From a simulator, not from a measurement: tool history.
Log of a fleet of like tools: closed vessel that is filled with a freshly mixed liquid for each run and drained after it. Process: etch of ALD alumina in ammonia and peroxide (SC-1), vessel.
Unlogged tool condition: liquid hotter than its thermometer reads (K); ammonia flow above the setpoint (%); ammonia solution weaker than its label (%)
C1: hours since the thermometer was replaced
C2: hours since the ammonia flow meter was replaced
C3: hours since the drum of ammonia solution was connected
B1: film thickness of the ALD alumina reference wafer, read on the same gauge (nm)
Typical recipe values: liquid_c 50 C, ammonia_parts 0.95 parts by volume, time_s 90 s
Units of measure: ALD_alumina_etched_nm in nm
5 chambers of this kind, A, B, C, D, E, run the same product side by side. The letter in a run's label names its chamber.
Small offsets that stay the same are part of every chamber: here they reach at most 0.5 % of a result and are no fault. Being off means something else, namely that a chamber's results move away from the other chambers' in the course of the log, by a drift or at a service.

run 1C hour=5.1 | liquid_c=50 ammonia_parts=0.95 time_s=90 | C1=670.6 C2=287.9 C3=540 | B1=70.014 | ALD_alumina_etched_nm=9.1516
run 2E hour=9.6 | liquid_c=50 ammonia_parts=0.95 time_s=90 | C1=1532 C2=115.4 C3=197.1 | B1=69.998 | ALD_alumina_etched_nm=9.0234
run 3A hour=13.2 | liquid_c=50 ammonia_parts=0.95 time_s=90 | C1=1130.6 C2=257 C3=106.9 | B1=69.97 | ALD_alumina_etched_nm=9.0873
run 4D hour=17.1 | liquid_c=50 ammonia_parts=0.95 time_s=90 | C1=1113.8 C2=261.5 C3=122.5 | B1=69.989 | ALD_alumina_etched_nm=9.1312
run 5B hour=21.2 | liquid_c=50 ammonia_parts=0.95 time_s=90 | C1=1169.6 C2=354.4 C3=97.7 | B1=70.005 | ALD_alumina_etched_nm=9.1657
run 6E hour=23.6 | liquid_c=50 ammonia_parts=0.95 time_s=90 | C1=1546 C2=129.4 C3=211.1 | B1=70.005 | ALD_alumina_etched_nm=9.0332
run 7B hour=27.7 | liquid_c=50 ammonia_parts=0.95 time_s=90 | C1=1176.1 C2=360.9 C3=104.2 | B1=69.962 | ALD_alumina_etched_nm=9.1133
run 8D hour=31.2 | liquid_c=50 ammonia_parts=0.95 time_s=90 | C1=1127.9 C2=275.6 C3=136.6 | B1=69.961 | ALD_alumina_etched_nm=9.1118
run 9C hour=34.6 | liquid_c=50 ammonia_parts=0.95 time_s=90 | C1=700.1 C2=317.4 C3=569.5 | B1=69.972 | ALD_alumina_etched_nm=9.1061
run 10A hour=37.9 | liquid_c=50 ammonia_parts=0.95 time_s=90 | C1=1155.3 C2=281.7 C3=131.6 | B1=69.975 | ALD_alumina_etched_nm=9.0943
run 11E hour=41.1 | liquid_c=50 ammonia_parts=0.95 time_s=90 | C1=1563.5 C2=146.9 C3=228.6 | B1=70.021 | ALD_alumina_etched_nm=9.075
run 12D hour=43.8 | liquid_c=50 ammonia_parts=0.95 time_s=90 | C1=1140.5 C2=288.2 C3=149.2 | B1=69.928 | ALD_alumina_etched_nm=9.1255
run 13B hour=46.9 | liquid_c=50 ammonia_parts=0.95 time_s=90 | C1=1195.3 C2=380.1 C3=123.4 | B1=70.022 | ALD_alumina_etched_nm=9.1538
run 14A hour=49.9 | liquid_c=50 ammonia_parts=0.95 time_s=90 | C1=1167.3 C2=293.7 C3=143.6 | B1=69.991 | ALD_alumina_etched_nm=9.092
run 15C hour=52.3 | liquid_c=54.5 ammonia_parts=0.95 time_s=50 | C1=717.8 C2=335.1 C3=587.2 | B1=69.989 | ALD_alumina_etched_nm=6.4581
run 16E hour=56.4 | liquid_c=54.5 ammonia_parts=0.95 time_s=50 | C1=1578.8 C2=162.2 C3=243.9 | B1=70.001 | ALD_alumina_etched_nm=6.4226
run 17A hour=59.2 | liquid_c=54.5 ammonia_parts=0.95 time_s=50 | C1=1176.6 C2=303 C3=152.9 | B1=70.014 | ALD_alumina_etched_nm=6.4432
run 18D hour=63.3 | liquid_c=54.5 ammonia_parts=0.95 time_s=50 | C1=1160 C2=307.7 C3=168.7 | B1=70.003 | ALD_alumina_etched_nm=6.4604
-- hour=65.8 chamber C: new drum of ammonia solution connected
run 19C hour=67.5 | liquid_c=54.5 ammonia_parts=0.95 time_s=50 | C1=733 C2=350.3 C3=1.7 | B1=69.966 | ALD_alumina_etched_nm=6.4427
run 20B hour=71.9 | liquid_c=50 ammonia_parts=0.95 time_s=90 | C1=1220.3 C2=405.1 C3=148.4 | B1=70.015 | ALD_alumina_etched_nm=9.1701
run 21E hour=76.6 | liquid_c=50 ammonia_parts=0.95 time_s=90 | C1=1599 C2=182.4 C3=264.1 | B1=69.981 | ALD_alumina_etched_nm=9.0945
run 22A hour=80.8 | liquid_c=50 ammonia_parts=0.95 time_s=65 | C1=1198.2 C2=324.6 C3=174.5 | B1=69.969 | ALD_alumina_etched_nm=6.5816
run 23D hour=84.3 | liquid_c=50 ammonia_parts=0.95 time_s=65 | C1=1181 C2=328.7 C3=189.7 | B1=70.014 | ALD_alumina_etched_nm=6.5604
run 24C hour=88.9 | liquid_c=50 ammonia_parts=0.95 time_s=65 | C1=754.4 C2=371.7 C3=23.1 | B1=69.974 | ALD_alumina_etched_nm=6.599
run 25B hour=94.1 | liquid_c=50 ammonia_parts=0.95 time_s=65 | C1=1242.5 C2=427.3 C3=170.6 | B1=69.995 | ALD_alumina_etched_nm=6.5675
run 26A hour=98.4 | liquid_c=50 ammonia_parts=0.95 time_s=65 | C1=1215.8 C2=342.2 C3=192.1 | B1=69.984 | ALD_alumina_etched_nm=6.5913
run 27D hour=102.2 | liquid_c=50 ammonia_parts=0.8 time_s=90 | C1=1198.9 C2=346.6 C3=207.6 | B1=70.003 | ALD_alumina_etched_nm=8.957
run 28B hour=106.8 | liquid_c=50 ammonia_parts=0.8 time_s=90 | C1=1255.2 C2=440 C3=183.3 | B1=70.014 | ALD_alumina_etched_nm=8.9887
run 29E hour=112.2 | liquid_c=50 ammonia_parts=0.8 time_s=90 | C1=1634.6 C2=218 C3=299.7 | B1=70.019 | ALD_alumina_etched_nm=8.9592
run 30C hour=115 | liquid_c=50 ammonia_parts=0.8 time_s=90 | C1=780.5 C2=397.8 C3=49.2 | B1=70.004 | ALD_alumina_etched_nm=8.9716
run 31B hour=118.9 | liquid_c=50 ammonia_parts=0.8 time_s=90 | C1=1267.3 C2=452.1 C3=195.4 | B1=70.002 | ALD_alumina_etched_nm=8.9656
run 32D hour=122 | liquid_c=50 ammonia_parts=0.95 time_s=90 | C1=1218.7 C2=366.4 C3=227.4 | B1=69.977 | ALD_alumina_etched_nm=9.1042
run 33E hour=126.7 | liquid_c=50 ammonia_parts=0.95 time_s=90 | C1=1649.1 C2=232.5 C3=314.2 | B1=70.035 | ALD_alumina_etched_nm=9.1088

One chamber off, gauge drift, or nothing amiss beyond the chambers' own small offsets? If it is a chamber, which one, and what is the likeliest cause?

No chamber stands off beyond its own small offset, and the gauge holds steady.
